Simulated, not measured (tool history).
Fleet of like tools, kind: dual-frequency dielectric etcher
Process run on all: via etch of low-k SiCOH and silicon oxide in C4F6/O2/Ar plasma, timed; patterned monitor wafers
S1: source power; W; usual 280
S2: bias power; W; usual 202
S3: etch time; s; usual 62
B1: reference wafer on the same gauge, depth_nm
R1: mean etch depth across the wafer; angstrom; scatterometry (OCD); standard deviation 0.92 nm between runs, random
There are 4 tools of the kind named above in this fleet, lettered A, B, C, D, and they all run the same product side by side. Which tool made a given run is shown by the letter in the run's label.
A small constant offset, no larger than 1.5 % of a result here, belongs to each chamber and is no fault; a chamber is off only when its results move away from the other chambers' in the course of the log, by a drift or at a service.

| run | hour | S1 | S2 | S3 | B1 | R1 |
|---|---|---|---|---|---|---|
| 1D | 3.2 | 280 | 202 | 62 | 148.82 | 1466.5 |
| 2A | 6 | 280 | 202 | 62 | 148.98 | 1464.6 |
| 3C | 8.6 | 280 | 202 | 62 | 148.99 | 1461.1 |
| 4B | 12.4 | 280 | 202 | 62 | 149.03 | 1461.4 |
| 5D | 15.8 | 280 | 202 | 62 | 149.2 | 1473.3 |
| 6A | 18.9 | 280 | 202 | 62 | 148.96 | 1446.6 |
| 7B | 21.2 | 280 | 202 | 62 | 149.16 | 1458.3 |
| 8C | 23.4 | 280 | 202 | 62 | 149.19 | 1476.6 |
| 9B | 27.8 | 280 | 202 | 62 | 148.99 | 1456 |
| 10A | 30.7 | 280 | 202 | 62 | 148.84 | 1452 |
| 11C | 32.6 | 280 | 202 | 62 | 148.97 | 1467.9 |
| 12D | 36.6 | 340 | 202 | 49 | 148.98 | 1260.6 |
| 13C | 39.5 | 340 | 202 | 49 | 148.68 | 1243.6 |
|  | 42.5 | chamber B: wet clean of the chamber |
| 14A | 42.6 | 340 | 202 | 49 | 148.85 | 1237.4 |
| 15D | 46.6 | 340 | 202 | 49 | 148.82 | 1249.5 |
| 16B | 50.2 | 280 | 202 | 62 | 149.34 | 1455.7 |
| 17C | 52.7 | 280 | 202 | 62 | 148.95 | 1473.5 |
| 18B | 55.6 | 280 | 202 | 62 | 149.09 | 1454 |
| 19D | 59.6 | 280 | 202 | 62 | 149.12 | 1458.4 |
| 20A | 62.3 | 280 | 202 | 62 | 148.82 | 1457.7 |
| 21A | 66.4 | 280 | 202 | 62 | 149.07 | 1468.2 |
| 22B | 70.6 | 280 | 202 | 62 | 148.63 | 1467 |
| 23C | 75 | 280 | 202 | 62 | 148.9 | 1460.1 |
| 24D | 77.5 | 280 | 202 | 62 | 149.23 | 1474.3 |
| 25C | 82 | 280 | 202 | 62 | 148.9 | 1472.6 |
| 26A | 86.2 | 280 | 202 | 62 | 149.17 | 1471.3 |
| 27D | 89.8 | 280 | 202 | 62 | 149.01 | 1489.2 |
| 28B | 93.8 | 280 | 154 | 62 | 149.14 | 1324.9 |
| 29D | 96.2 | 280 | 154 | 62 | 149 | 1351.3 |
| 30A | 99.4 | 280 | 154 | 62 | 149.37 | 1323.7 |
| 31C | 102.9 | 280 | 154 | 62 | 148.91 | 1344.2 |
| 32B | 105.9 | 280 | 202 | 62 | 148.92 | 1455.4 |
| 33C | 110.3 | 280 | 202 | 56.5 | 149 | 1338.8 |
| 34D | 114.7 | 280 | 202 | 56.5 | 149.12 | 1347.4 |
| 35B | 116.9 | 280 | 202 | 56.5 | 148.95 | 1314.6 |
| 36A | 121 | 280 | 202 | 56.5 | 148.98 | 1324.2 |
| 37D | 124 | 280 | 202 | 62 | 148.97 | 1490 |
| 38C | 126.9 | 280 | 202 | 62 | 148.69 | 1455.6 |
| 39A | 128.9 | 280 | 202 | 62 | 149.11 | 1469.3 |
| 40B | 131.6 | 280 | 202 | 62 | 149.27 | 1452.8 |

All chambers now run identical settings, listed one chamber a line with results as question marks. What results will each chamber show?
| 41A | 134.9 | 280 | 202 | 62 |  | ? |
| 41B | 134.9 | 280 | 202 | 62 |  | ? |
| 41C | 134.9 | 280 | 202 | 62 |  | ? |
| 41D | 134.9 | 280 | 202 | 62 |  | ? |

| run | R1 |
|---|---|
| 41A | 1461.6 |
| 41B | 1453.4 |
| 41C | 1461.7 |
| 41D | 1460.4 |
